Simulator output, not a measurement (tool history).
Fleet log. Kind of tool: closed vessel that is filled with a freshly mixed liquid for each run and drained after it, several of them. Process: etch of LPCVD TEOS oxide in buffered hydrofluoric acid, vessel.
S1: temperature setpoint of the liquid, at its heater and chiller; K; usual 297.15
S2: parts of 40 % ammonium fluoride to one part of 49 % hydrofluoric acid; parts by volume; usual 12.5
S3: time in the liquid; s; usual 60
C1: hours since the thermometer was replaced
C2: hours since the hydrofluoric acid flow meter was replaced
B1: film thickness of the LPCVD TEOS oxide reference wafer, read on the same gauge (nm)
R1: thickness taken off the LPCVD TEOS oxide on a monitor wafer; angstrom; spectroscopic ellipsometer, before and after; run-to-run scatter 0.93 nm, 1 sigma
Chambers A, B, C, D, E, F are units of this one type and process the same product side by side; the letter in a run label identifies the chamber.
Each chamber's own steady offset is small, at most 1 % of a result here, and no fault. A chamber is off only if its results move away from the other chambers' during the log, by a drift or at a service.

run,hour,S1,S2,S3,C1,C2,B1,R1
1E,8.5,297.15,12.5,60,356.3,1113.6,100.01,1441.7
2A,19.1,297.15,12.5,60,931.3,2097,99.994,1431.4
3D,32.1,297.15,12.5,60,459,264.8,99.988,1416.9
4C,40.2,297.15,12.5,60,1561.1,919.5,100.01,1400
# hour 43.5: chamber A: thermometer replaced
5F,52.6,297.15,15,60,833.1,1236.1,100.01,1186.8
6B,63.2,297.15,15,60,1560.4,71.5,99.983,1209.1
7D,70.9,297.15,15,60,497.8,303.6,99.996,1178.1
8F,82.4,297.15,15,60,862.9,1265.9,100.01,1173.5
9C,95.7,297.15,15,60,1616.6,975,99.999,1192.7
10A,108.8,297.15,15,60,65.4,2186.7,99.993,1192.9
11B,116.8,297.15,12.5,60,1614,125.1,100,1435.8
12E,124.8,297.15,12.5,60,472.6,1229.9,99.99,1439
13A,135.1,297.15,12.5,60,91.7,2213,99.986,1420.5
# hour 146.3: chamber E: hydrofluoric acid flow meter replaced
14B,150,297.15,12.5,60,1647.2,158.3,99.972,1434.6
15E,157.9,297.15,12.5,60,505.7,11.6,100,1438.8
16F,167.7,297.15,12.5,60,948.2,1351.2,99.988,1408.8
17C,182.4,297.15,12.5,60,1703.3,1061.7,100.01,1403.8
18D,191.9,297.15,12.5,60,618.8,424.6,100.01,1405.5
19F,206.9,297.15,12.5,60,987.4,1390.4,99.981,1419
20C,220.8,297.15,12.5,35,1741.7,1100.1,100,831.88
21B,234.8,297.15,12.5,35,1732,243.1,100,830.96
22D,244.3,297.15,12.5,35,671.2,477,99.983,827.42
23E,256.8,297.15,12.5,35,604.6,110.5,100.02,827.08
24A,265,297.15,12.5,35,221.6,2342.9,100,834.44
25F,278.9,297.15,12.5,35,1059.4,1462.4,100,821.56
26E,290.8,294.15,12.5,35,638.6,144.5,99.984,709.33
27A,301,294.15,12.5,35,257.6,2378.9,99.992,705.31
28D,311.9,294.15,12.5,35,738.8,544.6,100,685.54
29B,318.5,294.15,12.5,35,1815.7,326.8,99.999,706.84
30C,330.4,294.15,12.5,35,1851.3,1209.7,100.01,705.27
31C,343.2,294.15,12.5,35,1864.1,1222.5,100.01,703.05
32B,352.8,297.15,12.5,60,1850,361.1,100.01,1437.9
33F,364.4,297.15,12.5,60,1144.9,1547.9,100.01,1430.7
34A,376.1,297.15,12.5,60,332.7,2454,100.01,1424.3
35D,390.9,297.15,12.5,60,817.8,623.6,99.987,1373
36E,403.6,297.15,12.5,60,751.4,257.3,99.993,1434.2
37C,416.9,297.15,12.5,60,1937.8,1296.2,99.999,1421.4
38D,424.2,297.15,12.5,60,851.1,656.9,99.992,1344.8
39B,434.3,297.15,12.5,60,1931.5,442.6,99.998,1429.6
40E,446.6,297.15,9.5,60,794.4,300.3,99.997,1831.6

Does one chamber stand apart from the rest, does the shared gauge drift, or is all well apart from small per-chamber offsets? Give the chamber and the most likely cause, where there is one.

It is chamber D that slowly wanders off from its peers.
Most likely cause: liquid colder than its thermometer reads (K) = 1.04.
The log may not separate it from: hydrofluoric acid flow below the setpoint (%).

Below are 4 candidate recipes for chamber D's next run, each the usual settings with a change, their results shown as question marks. Which of them brings D's results back in line with what the other chambers give on the usual settings?
In-line tolerance around the mean of the other chambers on the usual settings: R1 33 angstrom
41D-1,457.5,297.65,11.5,60,,,,?
41D-2,457.5,296.65,13,60,,,,?
41D-3,457.5,295.15,12.5,60,,,,?
41D-4,457.5,298.15,12.5,60,,,,?

The mean the other chambers reach with the usual settings: R1 1425.9 angstrom
run,R1
41D-1,1497
41D-2,1258.2
41D-3,1204.4
41D-4,1417.9
41D-4 brings the chamber back in line.

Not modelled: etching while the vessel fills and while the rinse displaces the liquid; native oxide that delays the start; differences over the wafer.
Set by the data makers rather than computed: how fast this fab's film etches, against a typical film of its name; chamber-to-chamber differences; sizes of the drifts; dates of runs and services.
